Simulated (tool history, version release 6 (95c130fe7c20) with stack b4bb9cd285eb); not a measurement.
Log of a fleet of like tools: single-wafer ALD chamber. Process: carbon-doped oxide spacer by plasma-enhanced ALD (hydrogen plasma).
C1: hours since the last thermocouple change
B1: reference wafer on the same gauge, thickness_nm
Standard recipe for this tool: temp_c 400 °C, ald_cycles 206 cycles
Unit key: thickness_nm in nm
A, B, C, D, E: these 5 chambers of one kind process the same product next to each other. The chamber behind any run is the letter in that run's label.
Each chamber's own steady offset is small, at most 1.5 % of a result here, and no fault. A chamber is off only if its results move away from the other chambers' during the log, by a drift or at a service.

run 1C hour=5 | temp_c=400 ald_cycles=206 | C1=272 | B1=9.6971 | thickness_nm=10.215
run 2D hour=9.6 | temp_c=400 ald_cycles=206 | C1=673.9 | B1=9.7001 | thickness_nm=10.262
run 3E hour=12.5 | temp_c=400 ald_cycles=206 | C1=1391.1 | B1=9.6954 | thickness_nm=10.438
-- hour=15.1 chamber E: thermocouple changed; heater temperature recalibrated
run 4B hour=17.5 | temp_c=400 ald_cycles=206 | C1=1380.7 | B1=9.6969 | thickness_nm=10.304
run 5A hour=22.8 | temp_c=400 ald_cycles=206 | C1=1387.8 | B1=9.7022 | thickness_nm=10.303
run 6E hour=26 | temp_c=400 ald_cycles=206 | C1=10.9 | B1=9.694 | thickness_nm=10.412
run 7D hour=30.4 | temp_c=400 ald_cycles=177 | C1=694.7 | B1=9.6963 | thickness_nm=8.7772
run 8A hour=35.3 | temp_c=400 ald_cycles=177 | C1=1400.3 | B1=9.7006 | thickness_nm=8.8686
run 9C hour=38.4 | temp_c=400 ald_cycles=177 | C1=305.4 | B1=9.697 | thickness_nm=8.7864
run 10B hour=42.2 | temp_c=400 ald_cycles=177 | C1=1405.4 | B1=9.6986 | thickness_nm=8.8141
run 11E hour=44.9 | temp_c=400 ald_cycles=177 | C1=29.8 | B1=9.6932 | thickness_nm=9.0086
run 12B hour=50.5 | temp_c=390 ald_cycles=243 | C1=1413.7 | B1=9.6999 | thickness_nm=12.117
run 13D hour=54.7 | temp_c=390 ald_cycles=243 | C1=719 | B1=9.7033 | thickness_nm=12.076
run 14A hour=57.3 | temp_c=390 ald_cycles=243 | C1=1422.3 | B1=9.7005 | thickness_nm=12.182
run 15C hour=61.1 | temp_c=390 ald_cycles=243 | C1=328.1 | B1=9.7008 | thickness_nm=12.153
run 16D hour=65.5 | temp_c=390 ald_cycles=243 | C1=729.8 | B1=9.6953 | thickness_nm=12.052
run 17B hour=70.4 | temp_c=400 ald_cycles=206 | C1=1433.6 | B1=9.6987 | thickness_nm=10.292
run 18E hour=74.8 | temp_c=400 ald_cycles=206 | C1=59.7 | B1=9.6987 | thickness_nm=10.491
run 19C hour=79 | temp_c=400 ald_cycles=206 | C1=346 | B1=9.7112 | thickness_nm=10.274
run 20A hour=81.5 | temp_c=400 ald_cycles=222 | C1=1446.5 | B1=9.7078 | thickness_nm=11.109
run 21D hour=86.9 | temp_c=400 ald_cycles=222 | C1=751.2 | B1=9.7051 | thickness_nm=11.032
run 22C hour=89.9 | temp_c=400 ald_cycles=222 | C1=356.9 | B1=9.698 | thickness_nm=11.031
run 23A hour=95 | temp_c=400 ald_cycles=222 | C1=1460 | B1=9.6998 | thickness_nm=11.146
run 24E hour=99.7 | temp_c=400 ald_cycles=222 | C1=84.6 | B1=9.7026 | thickness_nm=11.284
run 25B hour=103.7 | temp_c=400 ald_cycles=206 | C1=1466.9 | B1=9.7062 | thickness_nm=10.289
run 26D hour=107 | temp_c=400 ald_cycles=206 | C1=771.3 | B1=9.6968 | thickness_nm=10.299
run 27A hour=109.5 | temp_c=388 ald_cycles=193 | C1=1474.5 | B1=9.7081 | thickness_nm=9.6795
run 28C hour=113 | temp_c=388 ald_cycles=193 | C1=380 | B1=9.7016 | thickness_nm=9.6379
run 29E hour=116.2 | temp_c=388 ald_cycles=193 | C1=101.1 | B1=9.6962 | thickness_nm=9.7995
run 30B hour=121 | temp_c=388 ald_cycles=193 | C1=1484.2 | B1=9.6982 | thickness_nm=9.639
run 31B hour=124.9 | temp_c=388 ald_cycles=193 | C1=1488.1 | B1=9.6974 | thickness_nm=9.607
run 32C hour=129.1 | temp_c=400 ald_cycles=206 | C1=396.1 | B1=9.6966 | thickness_nm=10.261
run 33A hour=133 | temp_c=400 ald_cycles=206 | C1=1498 | B1=9.702 | thickness_nm=10.276
run 34D hour=136 | temp_c=400 ald_cycles=206 | C1=800.3 | B1=9.7034 | thickness_nm=10.254
run 35E hour=139.4 | temp_c=410 ald_cycles=175 | C1=124.3 | B1=9.6977 | thickness_nm=8.6565
run 36A hour=142 | temp_c=410 ald_cycles=175 | C1=1507 | B1=9.6973 | thickness_nm=8.5212
run 37D hour=144.5 | temp_c=410 ald_cycles=175 | C1=808.8 | B1=9.6934 | thickness_nm=8.4621
run 38E hour=150.1 | temp_c=410 ald_cycles=175 | C1=135 | B1=9.6962 | thickness_nm=8.5775
run 39C hour=152.8 | temp_c=410 ald_cycles=175 | C1=419.8 | B1=9.6921 | thickness_nm=8.4449
run 40B hour=157.8 | temp_c=412 ald_cycles=220 | C1=1521 | B1=9.6963 | thickness_nm=10.6
run 41B hour=161.1 | temp_c=412 ald_cycles=220 | C1=1524.3 | B1=9.6992 | thickness_nm=10.62
run 42C hour=163.9 | temp_c=412 ald_cycles=220 | C1=430.9 | B1=9.6978 | thickness_nm=10.59
run 43E hour=168.8 | temp_c=412 ald_cycles=220 | C1=153.7 | B1=9.7013 | thickness_nm=10.786

Is one chamber out of step, is the gauge drifting, or do the chambers differ by no more than their own small offsets? For an off chamber, give its letter and the likeliest cause.

Neither any chamber nor the gauge drifts; the chambers differ only by their own small, steady offsets.

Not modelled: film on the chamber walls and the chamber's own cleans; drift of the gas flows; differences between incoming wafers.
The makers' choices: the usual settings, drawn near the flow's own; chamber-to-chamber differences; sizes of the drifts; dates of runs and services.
